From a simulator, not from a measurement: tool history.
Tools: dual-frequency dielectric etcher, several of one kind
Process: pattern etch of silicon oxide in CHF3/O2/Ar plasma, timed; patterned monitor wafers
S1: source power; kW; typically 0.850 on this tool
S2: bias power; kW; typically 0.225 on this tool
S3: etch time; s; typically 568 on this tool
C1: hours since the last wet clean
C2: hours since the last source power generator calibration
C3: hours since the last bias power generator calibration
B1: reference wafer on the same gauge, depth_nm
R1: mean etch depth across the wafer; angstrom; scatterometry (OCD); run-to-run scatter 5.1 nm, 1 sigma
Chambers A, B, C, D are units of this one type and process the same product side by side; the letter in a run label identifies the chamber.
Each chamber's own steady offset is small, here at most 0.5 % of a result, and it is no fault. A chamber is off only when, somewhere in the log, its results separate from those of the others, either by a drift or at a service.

run	day	S1	S2	S3	C1	C2	C3	B1	R1
1B	0.300	0.850	0.225	568	331.0	3371.1	4110.1	1601.0	13766
2D	0.529	0.850	0.225	568	106.4	155.4	469.7	1600.3	13843
3A	0.892	0.850	0.225	568	27.6	1061.8	553.6	1599.6	13917
4C	1.146	0.850	0.225	568	144.9	3001.4	3369.0	1599.8	13787
5C	1.446	0.850	0.225	568	152.1	3008.6	3376.2	1599.6	13877
6D	1.900	0.850	0.225	568	139.3	188.3	502.6	1600.3	13811
7B	2.179	0.850	0.225	568	376.1	3416.2	4155.2	1600.2	13752
8A	2.617	0.850	0.225	568	69.0	1103.2	595.0	1599.7	13895
9C	3.042	0.850	0.225	568	190.4	3046.9	3414.5	1599.3	13721
10D	3.242	0.850	0.225	568	171.5	220.5	534.8	1599.2	13765
11B	3.517	0.850	0.225	568	408.2	3448.3	4187.3	1599.8	13721
12A	3.779	0.850	0.208	568	96.9	1131.1	622.9	1598.9	13452
13A	4.050	0.850	0.208	568	103.4	1137.6	629.4	1600.3	13517
14C	4.308	0.850	0.208	568	220.8	3077.3	3444.9	1601.1	13481
15D	4.512	0.850	0.208	568	202.0	251.0	565.3	1598.7	13421
16B	4.717	0.850	0.225	701	437.0	3477.1	4216.1	1599.7	17105
17D	5.000	0.850	0.225	701	213.7	262.7	577.0	1599.5	17108
18C	5.283	0.850	0.225	701	244.2	3100.7	3468.3	1599.6	16958
19B	5.583	0.850	0.225	701	457.8	3497.9	4236.9	1599.7	17023
# day 5.738: chamber B: bias power generator calibrated
20A	5.946	0.850	0.225	568	148.9	1183.1	674.9	1600.2	13926
21A	6.400	0.920	0.225	568	159.8	1194.0	685.8	1599.5	14303
22C	6.821	0.920	0.225	568	281.1	3137.6	3505.2	1601.4	14206
23D	7.029	0.920	0.225	568	262.4	311.4	625.7	1599.1	14272
24B	7.400	0.920	0.225	568	501.4	3541.5	39.9	1598.0	14170
25B	7.642	0.850	0.225	568	507.2	3547.3	45.7	1600.2	13782
26A	7.867	0.850	0.225	568	195.0	1229.2	721.0	1601.6	13912
27C	8.283	0.850	0.225	568	316.2	3172.7	3540.3	1601.4	13747
# day 8.412: chamber B: wet clean of the chamber
28D	8.671	0.850	0.225	568	301.8	350.8	665.1	1598.4	13851
29D	9.058	0.940	0.263	568	311.1	360.1	674.4	1600.1	15223
30A	9.421	0.940	0.263	568	232.3	1266.5	758.3	1601.1	15232
# day 9.679: chamber D: wet clean of the chamber
31B	9.842	0.940	0.263	568	34.4	3600.1	98.5	1599.3	15010
# day 9.992: chamber C: bias power generator calibrated
32C	10.142	0.940	0.263	568	360.8	3217.3	3.6	1600.6	15132
33B	10.450	0.850	0.225	568	49.0	3614.7	113.1	1598.5	13880
34A	10.746	0.850	0.225	568	264.1	1298.3	790.1	1600.7	13997
35D	10.988	0.850	0.225	568	31.4	406.4	720.7	1599.0	13824
36C	11.283	0.850	0.270	440	388.2	3244.7	31.0	1600.7	11309
37B	11.492	0.850	0.270	440	74.0	3639.7	138.1	1599.0	11360
38A	11.771	0.850	0.270	440	288.7	1322.9	814.7	1600.4	11535
39C	12.071	0.850	0.270	440	407.1	3263.6	49.9	1601.4	11445
40D	12.379	0.850	0.225	568	64.8	439.8	754.1	1599.3	13896
41A	12.762	0.850	0.225	568	312.5	1346.7	838.5	1600.5	13923
42B	13.054	0.850	0.225	568	111.5	3677.2	175.6	1599.0	13796
43D	13.467	0.850	0.225	568	90.9	465.9	780.2	1600.1	13788

Predict what each chamber gives when all 4 of them run the settings below next.
44A	13.792	0.850	0.225	699					?
44B	13.792	0.850	0.225	699					?
44C	13.792	0.850	0.225	699					?
44D	13.792	0.850	0.225	699					?

run	R1
44A	17033
44B	16924
44C	16930
44D	17016
